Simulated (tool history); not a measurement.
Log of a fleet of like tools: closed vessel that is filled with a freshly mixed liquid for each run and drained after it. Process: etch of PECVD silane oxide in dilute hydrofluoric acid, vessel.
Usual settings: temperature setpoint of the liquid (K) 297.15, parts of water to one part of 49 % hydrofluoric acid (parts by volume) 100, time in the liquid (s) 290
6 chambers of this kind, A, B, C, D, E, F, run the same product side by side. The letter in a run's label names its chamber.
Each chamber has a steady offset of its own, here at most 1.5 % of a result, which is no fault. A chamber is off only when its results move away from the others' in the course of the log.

run,hour,temperature setpoint of the liquid (K),parts of water to one part of 49 % hydrofluoric acid (parts by volume),time in the liquid (s),"read-back film thickness of the PECVD silane oxide reference wafer, read on the same gauge (nm)",thickness taken off the PECVD silane oxide on a monitor wafer (Å)
1C,5.3,297.15,100,290,79.989,429.71
2E,10.7,297.15,100,290,79.998,437.75
3D,17.1,297.15,100,290,80.046,440.41
4A,25.9,297.15,100,290,79.998,434.21
5B,34.2,297.15,100,290,79.965,439.28
6F,40.5,297.15,100,290,80.047,438.67
7A,46.4,297.15,100,290,79.954,431.61
8F,54.5,297.15,100,290,79.967,434.09
# hour 59.7: chamber E: hydrofluoric acid flow meter replaced
9D,60.9,297.15,100,290,79.996,442.30
10B,70.9,297.15,100,290,79.994,435.73
11C,75.9,297.15,100,290,80.006,432.21
12E,85.6,297.15,100,290,79.981,435.39
13A,93.8,297.15,100,290,80.018,430.26
14E,101.2,297.15,100,290,79.994,435.95
15D,107.9,297.15,100,290,79.998,440.17
# hour 110.2: chamber F: hydrofluoric acid flow meter replaced
16B,115.4,297.15,100,290,79.975,434.34
17F,120.6,297.15,100,290,80.029,436.78
18C,128.3,297.15,100,290,79.942,429.35
19A,136.2,297.15,100,290,79.995,437.31
20C,143.7,297.15,100,290,80.034,432.80
21F,153.1,297.15,80,230,80.070,443.69
22B,158.0,297.15,80,230,79.945,446.98
23E,163.2,297.15,80,230,80.017,443.11
24D,169.0,297.15,80,230,80.034,454.47
# hour 172.9: chamber B: thermometer replaced
25F,173.5,297.15,80,230,80.071,447.59
26B,181.3,297.15,80,230,79.977,447.80
27E,187.1,297.15,100,290,80.018,435.68
28C,191.6,297.15,100,290,79.993,434.57
29A,197.5,297.15,100,290,79.960,432.63
30D,203.3,297.15,100,290,80.035,453.18
31B,208.2,297.15,100,290,79.985,439.28
32C,218.3,297.15,100,290,79.974,431.06
33E,225.3,294.65,100,290,79.991,393.81
34D,233.1,294.65,100,290,80.011,408.17
35F,239.7,294.65,100,290,80.023,393.77
36A,244.8,294.65,100,290,80.017,394.94
37B,250.5,294.65,100,290,80.027,397.28
38F,258.2,294.65,100,290,79.960,397.54
# hour 260.3: chamber A: hydrofluoric acid flow meter replaced
39D,266.7,297.15,100,430,80.020,672.59
40C,272.5,297.15,100,430,79.977,637.38
41A,282.4,297.15,100,430,79.992,645.82

Is one chamber off against the others, does the gauge drift, or is nothing wrong? If a chamber is off, say which, and what the likeliest cause is.

Chamber D drifts away from the others.
Cause: hydrofluoric acid flow above the setpoint (%) = 3.39.
The log may not tell that from: liquid hotter than its thermometer reads (K).

Here are 4 candidates for chamber D's next run, each the usual settings with a change, their results left as question marks. Which one brings its results back in line with what the others give on the usual settings?
In line means no further than this from the other chambers' mean on the usual settings: thickness taken off the PECVD silane oxide on a monitor wafer (Å) 6.00
42D-1,289.7,297.15,105,280,,?
42D-2,289.7,296.15,100,290,,?
42D-3,289.7,297.15,95,300,,?
42D-4,289.7,298.15,100,290,,?

The other chambers' mean on the usual settings: thickness taken off the PECVD silane oxide on a monitor wafer (Å) 436.00
run,thickness taken off the PECVD silane oxide on a monitor wafer (Å)
42D-1,416.57
42D-2,438.03
42D-3,498.76
42D-4,473.49
42D-2 brings the chamber back in line.

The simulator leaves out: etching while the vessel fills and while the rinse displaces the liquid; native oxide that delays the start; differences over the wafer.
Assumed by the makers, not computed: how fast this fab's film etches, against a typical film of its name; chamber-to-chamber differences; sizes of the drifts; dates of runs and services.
